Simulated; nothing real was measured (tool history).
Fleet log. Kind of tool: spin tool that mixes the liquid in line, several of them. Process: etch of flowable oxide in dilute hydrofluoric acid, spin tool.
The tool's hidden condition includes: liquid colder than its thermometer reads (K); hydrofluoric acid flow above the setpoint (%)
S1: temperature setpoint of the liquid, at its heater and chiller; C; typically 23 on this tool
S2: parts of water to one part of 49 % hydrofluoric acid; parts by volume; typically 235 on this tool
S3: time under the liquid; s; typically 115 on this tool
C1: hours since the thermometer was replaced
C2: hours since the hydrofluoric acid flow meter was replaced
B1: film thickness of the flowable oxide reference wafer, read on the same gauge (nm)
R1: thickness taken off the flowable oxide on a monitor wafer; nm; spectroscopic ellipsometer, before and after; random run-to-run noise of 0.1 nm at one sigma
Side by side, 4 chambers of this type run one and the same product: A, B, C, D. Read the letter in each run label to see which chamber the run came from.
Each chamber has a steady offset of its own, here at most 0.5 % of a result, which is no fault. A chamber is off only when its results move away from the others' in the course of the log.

{"run": "1C", "hour": 7.0, "S1": 23, "S2": 235, "S3": 115, "C1": 1793.5, "C2": 1257.3, "B1": 90.001, "R1": 13.948}
{"run": "2D", "hour": 18.7, "S1": 23, "S2": 235, "S3": 115, "C1": 1730.2, "C2": 1462.1, "B1": 90, "R1": 14.114}
{"run": "3B", "hour": 29.6, "S1": 23, "S2": 235, "S3": 115, "C1": 1166.1, "C2": 542.3, "B1": 90.018, "R1": 14.025}
{"run": "4A", "hour": 42.1, "S1": 23, "S2": 235, "S3": 115, "C1": 1240.9, "C2": 358.8, "B1": 89.997, "R1": 13.999}
{"run": "5A", "hour": 49.1, "S1": 23, "S2": 235, "S3": 115, "C1": 1247.9, "C2": 365.8, "B1": 89.977, "R1": 13.92}
{"run": "6C", "hour": 61.7, "S1": 23, "S2": 235, "S3": 115, "C1": 1848.2, "C2": 1312, "B1": 90.01, "R1": 14.003}
{"run": "7D", "hour": 71.8, "S1": 23, "S2": 235, "S3": 115, "C1": 1783.3, "C2": 1515.2, "B1": 89.995, "R1": 14.182}
{"run": "8B", "hour": 83.2, "S1": 23, "S2": 235, "S3": 115, "C1": 1219.7, "C2": 595.9, "B1": 89.995, "R1": 13.825}
{"run": "9A", "hour": 89.7, "S1": 23, "S2": 235, "S3": 115, "C1": 1288.5, "C2": 406.4, "B1": 89.991, "R1": 14.006}
{"run": "10B", "hour": 97.7, "S1": 23, "S2": 235, "S3": 115, "C1": 1234.2, "C2": 610.4, "B1": 89.992, "R1": 13.919}
{"run": "11D", "hour": 106.9, "S1": 20.5, "S2": 235, "S3": 115, "C1": 1818.4, "C2": 1550.3, "B1": 89.997, "R1": 13.066}
{"run": "12C", "hour": 116.6, "S1": 20.5, "S2": 235, "S3": 115, "C1": 1903.1, "C2": 1366.9, "B1": 90.01, "R1": 12.556}
{"run": "13D", "hour": 126.2, "S1": 20.5, "S2": 235, "S3": 115, "C1": 1837.7, "C2": 1569.6, "B1": 90.009, "R1": 12.866}
{"hour": 130.6, "done": "chamber C: hydrofluoric acid flow meter replaced"}
{"run": "14A", "hour": 134.2, "S1": 20.5, "S2": 235, "S3": 115, "C1": 1333, "C2": 450.9, "B1": 89.985, "R1": 12.806}
{"run": "15B", "hour": 144.8, "S1": 23, "S2": 235, "S3": 115, "C1": 1281.3, "C2": 657.5, "B1": 90.002, "R1": 13.726}
{"run": "16C", "hour": 153.7, "S1": 23, "S2": 235, "S3": 115, "C1": 1940.2, "C2": 23.1, "B1": 90.006, "R1": 13.969}
{"run": "17C", "hour": 162.6, "S1": 23, "S2": 235, "S3": 115, "C1": 1949.1, "C2": 32, "B1": 89.978, "R1": 13.765}
{"run": "18A", "hour": 175.2, "S1": 23, "S2": 235, "S3": 115, "C1": 1374, "C2": 491.9, "B1": 89.996, "R1": 13.873}
{"run": "19D", "hour": 186.2, "S1": 25.5, "S2": 235, "S3": 115, "C1": 1897.7, "C2": 1629.6, "B1": 90.024, "R1": 15.342}
{"run": "20B", "hour": 199.2, "S1": 25.5, "S2": 235, "S3": 115, "C1": 1335.7, "C2": 711.9, "B1": 90.013, "R1": 14.689}
{"hour": 200.4, "done": "chamber D: hydrofluoric acid flow meter replaced"}
{"run": "21A", "hour": 208.6, "S1": 25.5, "S2": 235, "S3": 115, "C1": 1407.4, "C2": 525.3, "B1": 89.999, "R1": 15.121}
{"run": "22D", "hour": 216.5, "S1": 25.5, "S2": 235, "S3": 115, "C1": 1928, "C2": 16.1, "B1": 89.999, "R1": 15.262}
{"run": "23B", "hour": 229.6, "S1": 23, "S2": 235, "S3": 115, "C1": 1366.1, "C2": 742.3, "B1": 90.008, "R1": 13.325}
{"run": "24C", "hour": 235.4, "S1": 23, "S2": 190, "S3": 90, "C1": 2021.9, "C2": 104.8, "B1": 89.994, "R1": 14.02}
{"hour": 239.3, "done": "chamber D: thermometer replaced"}
{"run": "25B", "hour": 244.6, "S1": 23, "S2": 190, "S3": 90, "C1": 1381.1, "C2": 757.3, "B1": 90.017, "R1": 13.537}
{"run": "26A", "hour": 252.7, "S1": 23, "S2": 190, "S3": 90, "C1": 1451.5, "C2": 569.4, "B1": 90, "R1": 14.141}
{"run": "27D", "hour": 258.7, "S1": 23, "S2": 190, "S3": 90, "C1": 19.4, "C2": 58.3, "B1": 90.013, "R1": 14.207}
{"run": "28C", "hour": 267.3, "S1": 23, "S2": 235, "S3": 115, "C1": 2053.8, "C2": 136.7, "B1": 89.977, "R1": 13.775}
{"run": "29B", "hour": 278.4, "S1": 23, "S2": 235, "S3": 115, "C1": 1414.9, "C2": 791.1, "B1": 90.006, "R1": 13.102}
{"run": "30A", "hour": 289.5, "S1": 23, "S2": 235, "S3": 115, "C1": 1488.3, "C2": 606.2, "B1": 89.998, "R1": 14.023}
{"run": "31C", "hour": 295.6, "S1": 23, "S2": 235, "S3": 115, "C1": 2082.1, "C2": 165, "B1": 90.006, "R1": 13.819}
{"run": "32D", "hour": 306.5, "S1": 23, "S2": 235, "S3": 115, "C1": 67.2, "C2": 106.1, "B1": 90.018, "R1": 13.899}
{"run": "33B", "hour": 313.7, "S1": 23, "S2": 235, "S3": 115, "C1": 1450.2, "C2": 826.4, "B1": 90.007, "R1": 13.194}
{"run": "34D", "hour": 326.1, "S1": 23, "S2": 235, "S3": 115, "C1": 86.8, "C2": 125.7, "B1": 90.001, "R1": 13.869}
{"run": "35A", "hour": 332.7, "S1": 23, "S2": 235, "S3": 115, "C1": 1531.5, "C2": 649.4, "B1": 90.005, "R1": 13.989}
{"run": "36C", "hour": 341.2, "S1": 23, "S2": 235, "S3": 115, "C1": 2127.7, "C2": 210.6, "B1": 90.026, "R1": 13.939}
{"run": "37B", "hour": 347.5, "S1": 25.5, "S2": 235, "S3": 175, "C1": 1484, "C2": 860.2, "B1": 90.011, "R1": 21.8}
{"run": "38C", "hour": 355.8, "S1": 25.5, "S2": 235, "S3": 175, "C1": 2142.3, "C2": 225.2, "B1": 90.017, "R1": 22.936}
{"run": "39D", "hour": 362.8, "S1": 25.5, "S2": 235, "S3": 175, "C1": 123.5, "C2": 162.4, "B1": 89.992, "R1": 23.053}
{"run": "40A", "hour": 374.0, "S1": 25.5, "S2": 235, "S3": 175, "C1": 1572.8, "C2": 690.7, "B1": 89.992, "R1": 23.341}

What goes on in this fleet: one chamber off, a drifting gauge, or nothing beyond the chambers' own small offsets? Name the chamber and the cause, if any.

One chamber, B, drifts off from the rest bit by bit.
Cause: liquid colder than its thermometer reads (K) = 2.19.
The log might look much the same if the cause were instead: hydrofluoric acid flow below the setpoint (%).

Which of the 4 candidates below, each the usual settings with something changed and its results left as question marks, puts chamber B back in line with what the other chambers give on the usual settings?
To be in line, a result may differ from the other chambers' mean on the usual settings by at most: R1 0.35 nm
{"run": "41B-1", "hour": 383.4, "S1": 23, "S2": 240, "S3": 115, "R1": "?"}
{"run": "41B-2", "hour": 383.4, "S1": 23, "S2": 240, "S3": 110, "R1": "?"}
{"run": "41B-3", "hour": 383.4, "S1": 23, "S2": 230, "S3": 120, "R1": "?"}
{"run": "41B-4", "hour": 383.4, "S1": 24, "S2": 235, "S3": 115, "R1": "?"}

Average result of the remaining chambers running the usual settings: R1 13.949 nm
run=41B-1 R1=12.561
run=41B-2 R1=12.015
run=41B-3 R1=13.801
run=41B-4 R1=13.371
Change 41B-3 lands the chamber within the allowed miss of the other chambers.
